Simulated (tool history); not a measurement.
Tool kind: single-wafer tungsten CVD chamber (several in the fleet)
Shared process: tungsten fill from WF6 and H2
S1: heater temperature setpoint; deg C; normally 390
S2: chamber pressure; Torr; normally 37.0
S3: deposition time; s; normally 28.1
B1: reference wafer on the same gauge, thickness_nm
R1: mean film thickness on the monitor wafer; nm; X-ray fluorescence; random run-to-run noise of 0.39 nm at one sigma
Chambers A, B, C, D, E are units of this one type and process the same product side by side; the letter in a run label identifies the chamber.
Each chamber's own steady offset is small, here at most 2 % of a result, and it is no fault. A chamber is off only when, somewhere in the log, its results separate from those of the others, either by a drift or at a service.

run 1B hour=9.0 | S1=390 S2=37.0 S3=28.1 | B1=82.808 | R1=74.291
run 2C hour=15.8 | S1=390 S2=37.0 S3=28.1 | B1=82.831 | R1=72.947
run 3D hour=24.4 | S1=390 S2=37.0 S3=28.1 | B1=82.767 | R1=75.419
-- hour=27.8 chamber C: thermocouple changed; heater temperature recalibrated
run 4A hour=30.6 | S1=390 S2=37.0 S3=28.1 | B1=82.755 | R1=74.260
run 5E hour=42.3 | S1=390 S2=37.0 S3=28.1 | B1=82.880 | R1=74.842
run 6E hour=52.1 | S1=390 S2=37.0 S3=28.1 | B1=82.676 | R1=74.801
run 7C hour=57.4 | S1=390 S2=37.0 S3=28.1 | B1=82.928 | R1=73.519
run 8B hour=68.5 | S1=390 S2=37.0 S3=28.1 | B1=82.744 | R1=74.604
run 9A hour=79.2 | S1=390 S2=37.0 S3=28.1 | B1=82.751 | R1=73.703
run 10D hour=88.3 | S1=390 S2=37.0 S3=28.1 | B1=82.760 | R1=74.226
run 11E hour=96.0 | S1=390 S2=37.0 S3=33.4 | B1=82.878 | R1=88.761
run 12B hour=105.6 | S1=390 S2=37.0 S3=33.4 | B1=82.917 | R1=88.087
run 13C hour=117.9 | S1=390 S2=37.0 S3=33.4 | B1=82.813 | R1=86.800
run 14A hour=123.8 | S1=390 S2=37.0 S3=33.4 | B1=82.856 | R1=88.868
run 15D hour=129.5 | S1=390 S2=37.0 S3=33.4 | B1=82.826 | R1=89.828
run 16B hour=138.7 | S1=390 S2=37.0 S3=28.1 | B1=82.854 | R1=74.808
run 17C hour=146.2 | S1=390 S2=37.0 S3=28.1 | B1=82.884 | R1=72.843
run 18D hour=152.0 | S1=390 S2=37.0 S3=28.1 | B1=82.755 | R1=74.669
run 19A hour=163.8 | S1=390 S2=37.0 S3=28.1 | B1=82.926 | R1=74.278
run 20E hour=173.1 | S1=377 S2=28.6 S3=28.1 | B1=82.777 | R1=50.991
run 21B hour=179.5 | S1=377 S2=28.6 S3=28.1 | B1=82.920 | R1=51.054
run 22D hour=191.2 | S1=377 S2=28.6 S3=28.1 | B1=82.721 | R1=51.098
run 23C hour=200.5 | S1=377 S2=28.6 S3=28.1 | B1=82.858 | R1=50.344
-- hour=203.1 chamber B: thermocouple changed; heater temperature recalibrated
run 24A hour=206.3 | S1=377 S2=28.6 S3=28.1 | B1=82.784 | R1=50.671
run 25E hour=217.2 | S1=390 S2=37.0 S3=28.1 | B1=82.769 | R1=74.816
run 26D hour=225.7 | S1=390 S2=37.0 S3=33.3 | B1=82.736 | R1=89.326
run 27A hour=231.8 | S1=390 S2=37.0 S3=33.3 | B1=82.883 | R1=87.603
run 28E hour=240.1 | S1=390 S2=37.0 S3=33.3 | B1=82.839 | R1=88.634
run 29B hour=250.1 | S1=390 S2=37.0 S3=33.3 | B1=82.697 | R1=94.462
run 30C hour=261.7 | S1=390 S2=37.0 S3=33.3 | B1=82.863 | R1=86.588
run 31C hour=271.0 | S1=390 S2=37.0 S3=28.1 | B1=82.836 | R1=73.195
run 32B hour=279.6 | S1=390 S2=37.0 S3=28.1 | B1=82.822 | R1=80.630
run 33A hour=286.3 | S1=380 S2=37.0 S3=28.1 | B1=82.734 | R1=61.093
run 34D hour=293.8 | S1=380 S2=37.0 S3=28.1 | B1=82.856 | R1=62.018
run 35E hour=303.2 | S1=380 S2=37.0 S3=28.1 | B1=82.732 | R1=60.828
run 36B hour=315.0 | S1=380 S2=37.0 S3=28.1 | B1=82.819 | R1=66.369
run 37C hour=324.8 | S1=380 S2=37.0 S3=28.1 | B1=82.823 | R1=60.114

For the next run the whole fleet of 5 chambers uses the same settings. Give each chamber's results:
run 38A hour=333.7 | S1=390 S2=33.6 S3=28.1 | R1=?
run 38B hour=333.7 | S1=390 S2=33.6 S3=28.1 | R1=?
run 38C hour=333.7 | S1=390 S2=33.6 S3=28.1 | R1=?
run 38D hour=333.7 | S1=390 S2=33.6 S3=28.1 | R1=?
run 38E hour=333.7 | S1=390 S2=33.6 S3=28.1 | R1=?

run=38A R1=70.748
run=38B R1=76.182
run=38C R1=69.363
run=38D R1=72.062
run=38E R1=71.639

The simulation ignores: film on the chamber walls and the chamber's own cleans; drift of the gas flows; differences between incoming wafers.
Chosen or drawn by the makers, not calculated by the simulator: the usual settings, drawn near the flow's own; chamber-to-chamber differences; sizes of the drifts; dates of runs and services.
